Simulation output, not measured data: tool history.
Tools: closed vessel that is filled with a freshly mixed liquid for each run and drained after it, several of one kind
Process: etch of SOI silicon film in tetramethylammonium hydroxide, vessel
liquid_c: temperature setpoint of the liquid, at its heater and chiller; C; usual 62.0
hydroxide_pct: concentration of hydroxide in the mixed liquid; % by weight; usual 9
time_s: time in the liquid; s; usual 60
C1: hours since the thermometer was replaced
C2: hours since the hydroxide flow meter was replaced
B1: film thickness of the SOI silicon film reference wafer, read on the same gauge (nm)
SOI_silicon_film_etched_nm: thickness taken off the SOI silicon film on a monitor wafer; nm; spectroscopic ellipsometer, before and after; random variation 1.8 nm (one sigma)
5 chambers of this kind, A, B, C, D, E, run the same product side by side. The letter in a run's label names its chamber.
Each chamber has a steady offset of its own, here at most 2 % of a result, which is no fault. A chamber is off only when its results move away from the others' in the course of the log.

run 1B hour=3.8 | liquid_c=62.0 hydroxide_pct=9 time_s=60 | C1=1526.1 C2=757.2 | B1=119.98 | SOI_silicon_film_etched_nm=276.41
run 2E hour=6.8 | liquid_c=62.0 hydroxide_pct=9 time_s=60 | C1=1359.1 C2=884.9 | B1=119.99 | SOI_silicon_film_etched_nm=272.85
run 3A hour=9.9 | liquid_c=62.0 hydroxide_pct=9 time_s=60 | C1=164.0 C2=133.8 | B1=119.96 | SOI_silicon_film_etched_nm=275.81
run 4D hour=14.2 | liquid_c=62.0 hydroxide_pct=9 time_s=60 | C1=821.1 C2=1011.9 | B1=119.98 | SOI_silicon_film_etched_nm=271.88
run 5C hour=18.2 | liquid_c=62.0 hydroxide_pct=9 time_s=60 | C1=184.7 C2=2255.6 | B1=120.07 | SOI_silicon_film_etched_nm=274.25
run 6A hour=22.4 | liquid_c=62.0 hydroxide_pct=9 time_s=60 | C1=176.5 C2=146.3 | B1=120.00 | SOI_silicon_film_etched_nm=271.10
run 7C hour=26.9 | liquid_c=62.0 hydroxide_pct=9 time_s=60 | C1=193.4 C2=2264.3 | B1=120.00 | SOI_silicon_film_etched_nm=272.50
run 8B hour=31.2 | liquid_c=62.0 hydroxide_pct=9 time_s=60 | C1=1553.5 C2=784.6 | B1=120.00 | SOI_silicon_film_etched_nm=276.32
run 9E hour=34.9 | liquid_c=62.0 hydroxide_pct=9 time_s=60 | C1=1387.2 C2=913.0 | B1=120.00 | SOI_silicon_film_etched_nm=276.34
run 10D hour=37.2 | liquid_c=62.0 hydroxide_pct=9 time_s=60 | C1=844.1 C2=1034.9 | B1=120.02 | SOI_silicon_film_etched_nm=271.23
run 11C hour=40.3 | liquid_c=62.0 hydroxide_pct=9 time_s=60 | C1=206.8 C2=2277.7 | B1=119.99 | SOI_silicon_film_etched_nm=271.14
run 12D hour=42.6 | liquid_c=67.5 hydroxide_pct=11 time_s=60 | C1=849.5 C2=1040.3 | B1=120.01 | SOI_silicon_film_etched_nm=346.02
run 13B hour=45.1 | liquid_c=67.5 hydroxide_pct=11 time_s=60 | C1=1567.4 C2=798.5 | B1=120.00 | SOI_silicon_film_etched_nm=357.26
run 14A hour=48.4 | liquid_c=67.5 hydroxide_pct=11 time_s=60 | C1=202.5 C2=172.3 | B1=120.04 | SOI_silicon_film_etched_nm=357.00
run 15E hour=51.9 | liquid_c=67.5 hydroxide_pct=11 time_s=60 | C1=1404.2 C2=930.0 | B1=120.01 | SOI_silicon_film_etched_nm=356.87
run 16B hour=54.1 | liquid_c=67.5 hydroxide_pct=11 time_s=60 | C1=1576.4 C2=807.5 | B1=120.03 | SOI_silicon_film_etched_nm=356.94
run 17D hour=56.0 | liquid_c=62.0 hydroxide_pct=8 time_s=60 | C1=862.9 C2=1053.7 | B1=120.03 | SOI_silicon_film_etched_nm=284.95
run 18E hour=59.2 | liquid_c=62.0 hydroxide_pct=8 time_s=60 | C1=1411.5 C2=937.3 | B1=119.94 | SOI_silicon_film_etched_nm=285.05
run 19A hour=62.3 | liquid_c=62.0 hydroxide_pct=8 time_s=60 | C1=216.4 C2=186.2 | B1=119.99 | SOI_silicon_film_etched_nm=285.15
run 20C hour=66.2 | liquid_c=62.0 hydroxide_pct=8 time_s=60 | C1=232.7 C2=2303.6 | B1=119.98 | SOI_silicon_film_etched_nm=282.64
run 21D hour=69.7 | liquid_c=62.0 hydroxide_pct=8 time_s=60 | C1=876.6 C2=1067.4 | B1=120.00 | SOI_silicon_film_etched_nm=280.35
run 22B hour=73.8 | liquid_c=62.0 hydroxide_pct=9 time_s=60 | C1=1596.1 C2=827.2 | B1=119.99 | SOI_silicon_film_etched_nm=278.74
run 23E hour=77.7 | liquid_c=62.0 hydroxide_pct=9 time_s=60 | C1=1430.0 C2=955.8 | B1=120.04 | SOI_silicon_film_etched_nm=272.43
run 24C hour=81.7 | liquid_c=62.0 hydroxide_pct=9 time_s=60 | C1=248.2 C2=2319.1 | B1=119.95 | SOI_silicon_film_etched_nm=272.96
run 25A hour=85.5 | liquid_c=62.0 hydroxide_pct=9 time_s=60 | C1=239.6 C2=209.4 | B1=120.02 | SOI_silicon_film_etched_nm=271.04
run 26E hour=87.9 | liquid_c=62.0 hydroxide_pct=9 time_s=60 | C1=1440.2 C2=966.0 | B1=119.98 | SOI_silicon_film_etched_nm=273.85
run 27A hour=92.1 | liquid_c=62.0 hydroxide_pct=9 time_s=60 | C1=246.2 C2=216.0 | B1=119.97 | SOI_silicon_film_etched_nm=271.64
run 28D hour=94.8 | liquid_c=62.0 hydroxide_pct=9 time_s=60 | C1=901.7 C2=1092.5 | B1=119.99 | SOI_silicon_film_etched_nm=273.04
run 29B hour=98.8 | liquid_c=62.0 hydroxide_pct=9 time_s=60 | C1=1621.1 C2=852.2 | B1=120.01 | SOI_silicon_film_etched_nm=277.24
run 30C hour=101.6 | liquid_c=62.0 hydroxide_pct=9 time_s=60 | C1=268.1 C2=2339.0 | B1=120.02 | SOI_silicon_film_etched_nm=274.46
run 31C hour=105.0 | liquid_c=62.0 hydroxide_pct=9 time_s=60 | C1=271.5 C2=2342.4 | B1=119.98 | SOI_silicon_film_etched_nm=271.90
run 32A hour=108.5 | liquid_c=62.0 hydroxide_pct=9 time_s=60 | C1=262.6 C2=232.4 | B1=120.01 | SOI_silicon_film_etched_nm=273.36
run 33E hour=111.7 | liquid_c=62.0 hydroxide_pct=9 time_s=60 | C1=1464.0 C2=989.8 | B1=120.03 | SOI_silicon_film_etched_nm=275.41
run 34D hour=115.2 | liquid_c=57.5 hydroxide_pct=9 time_s=45 | C1=922.1 C2=1112.9 | B1=120.00 | SOI_silicon_film_etched_nm=153.58
run 35B hour=118.7 | liquid_c=57.5 hydroxide_pct=9 time_s=45 | C1=1641.0 C2=872.1 | B1=120.03 | SOI_silicon_film_etched_nm=157.53
run 36C hour=122.3 | liquid_c=57.5 hydroxide_pct=9 time_s=45 | C1=288.8 C2=2359.7 | B1=119.99 | SOI_silicon_film_etched_nm=153.28
run 37E hour=124.7 | liquid_c=57.5 hydroxide_pct=9 time_s=45 | C1=1477.0 C2=1002.8 | B1=120.01 | SOI_silicon_film_etched_nm=155.61
run 38A hour=126.8 | liquid_c=57.5 hydroxide_pct=9 time_s=45 | C1=280.9 C2=250.7 | B1=120.01 | SOI_silicon_film_etched_nm=151.20
run 39D hour=130.0 | liquid_c=62.0 hydroxide_pct=9 time_s=60 | C1=936.9 C2=1127.7 | B1=120.03 | SOI_silicon_film_etched_nm=265.99
run 40B hour=132.5 | liquid_c=62.0 hydroxide_pct=9 time_s=60 | C1=1654.8 C2=885.9 | B1=119.99 | SOI_silicon_film_etched_nm=274.24
run 41E hour=136.7 | liquid_c=62.0 hydroxide_pct=9 time_s=60 | C1=1489.0 C2=1014.8 | B1=120.01 | SOI_silicon_film_etched_nm=274.43

All 5 chambers run these settings next. Forecast each chamber's results:
run 42A hour=139.9 | liquid_c=62.0 hydroxide_pct=9 time_s=60 | SOI_silicon_film_etched_nm=?
run 42B hour=139.9 | liquid_c=62.0 hydroxide_pct=9 time_s=60 | SOI_silicon_film_etched_nm=?
run 42C hour=139.9 | liquid_c=62.0 hydroxide_pct=9 time_s=60 | SOI_silicon_film_etched_nm=?
run 42D hour=139.9 | liquid_c=62.0 hydroxide_pct=9 time_s=60 | SOI_silicon_film_etched_nm=?
run 42E hour=139.9 | liquid_c=62.0 hydroxide_pct=9 time_s=60 | SOI_silicon_film_etched_nm=?

run=42A SOI_silicon_film_etched_nm=271.11
run=42B SOI_silicon_film_etched_nm=275.63
run=42C SOI_silicon_film_etched_nm=272.25
run=42D SOI_silicon_film_etched_nm=272.89
run=42E SOI_silicon_film_etched_nm=276.45
